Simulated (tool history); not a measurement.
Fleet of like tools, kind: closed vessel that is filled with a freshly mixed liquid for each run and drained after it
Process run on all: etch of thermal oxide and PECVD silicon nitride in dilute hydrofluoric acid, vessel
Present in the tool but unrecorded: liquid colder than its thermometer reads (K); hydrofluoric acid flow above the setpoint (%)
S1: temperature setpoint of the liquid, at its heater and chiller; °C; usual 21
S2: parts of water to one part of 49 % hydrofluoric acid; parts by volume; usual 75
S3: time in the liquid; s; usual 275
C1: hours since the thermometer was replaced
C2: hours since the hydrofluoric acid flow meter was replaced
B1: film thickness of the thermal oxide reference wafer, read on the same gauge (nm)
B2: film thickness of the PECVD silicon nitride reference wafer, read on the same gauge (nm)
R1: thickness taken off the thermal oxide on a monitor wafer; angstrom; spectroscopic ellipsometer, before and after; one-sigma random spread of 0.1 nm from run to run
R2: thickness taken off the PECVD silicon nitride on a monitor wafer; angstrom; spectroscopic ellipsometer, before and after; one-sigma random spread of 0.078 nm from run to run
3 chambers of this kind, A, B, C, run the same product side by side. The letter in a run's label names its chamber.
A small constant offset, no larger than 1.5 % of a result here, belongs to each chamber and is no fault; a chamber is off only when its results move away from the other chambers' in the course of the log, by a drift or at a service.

run	hour	S1	S2	S3	C1	C2	B1	B2	R1	R2
# hour 7.2: chamber A: thermometer replaced
1C	13.6	21	75	275	520	306.7	49.989	140	149.55	89.833
2A	25	21	75	275	17.9	769.1	49.994	139.99	147.73	89.059
3B	41.3	21	75	275	2217.1	1465.5	50.002	139.99	151.63	88.275
# hour 52.3: chamber B: hydrofluoric acid flow meter replaced
4B	54.2	21	75	275	2230	2	50.002	139.99	150.77	88.739
5A	65.2	21	75	275	58.1	809.3	50.039	140.01	148.83	88.186
6C	76	21	75	275	582.4	369.1	50.018	140	151.16	88.318
7A	86.6	21	75	275	79.5	830.7	49.995	139.96	150.57	89.557
8B	102.6	21	75	275	2278.4	50.4	50.023	140.01	152.41	87.476
9C	116.9	21	75	275	623.3	410	50.003	139.98	151.08	88.833
# hour 117.6: chamber A: hydrofluoric acid flow meter replaced
10B	131.9	21	75	275	2307.7	79.7	49.961	140.01	151.44	88.97
11C	144.6	21	75	275	651	437.7	50.007	140.01	149.39	89.805
12A	154.6	21	75	275	147.5	37	49.949	140	148.02	87.6
13C	164	21	75	275	670.4	457.1	49.986	140.03	151.05	88.543
14A	172.1	21	75	275	165	54.5	50.036	140.03	150.16	88.43
15B	183.8	21	75	275	2359.6	131.6	50.009	139.98	152.83	88.458
16C	196.3	21	75	275	702.7	489.4	50.009	140.02	150.07	87.073
17A	212.8	21	75	275	205.7	95.2	49.994	140	148.06	88.486
18B	221.7	21	75	275	2397.5	169.5	50.028	140.03	151.08	88.73
19A	236.6	21	75	275	229.5	119	50.027	140.01	148.3	88.783
20B	250.2	21	75	275	2426	198	49.999	139.99	149.68	88.136
21C	263.5	21	75	210	769.9	556.6	50.006	140.01	113.91	67.473
22B	273.7	21	75	210	2449.5	221.5	50.018	140	115.31	66.036
23A	288.9	21	75	210	281.8	171.3	49.938	140.01	115.11	67.808
24C	304.9	21	75	275	811.3	598	50.015	140	150.22	89.197
25C	320.5	21	75	275	826.9	613.6	49.956	140	150.87	88.002
26A	334	21	75	275	326.9	216.4	49.987	140.01	147.14	90.034
27B	346.9	21	75	275	2522.7	294.7	50.004	140.02	151.98	87.853

One chamber off, gauge drift, or nothing amiss beyond the chambers' own small offsets? If it is a chamber, which one, and what is the likeliest cause?

Nothing is wrong: each chamber keeps only its own small, steady offset and the gauge holds still.

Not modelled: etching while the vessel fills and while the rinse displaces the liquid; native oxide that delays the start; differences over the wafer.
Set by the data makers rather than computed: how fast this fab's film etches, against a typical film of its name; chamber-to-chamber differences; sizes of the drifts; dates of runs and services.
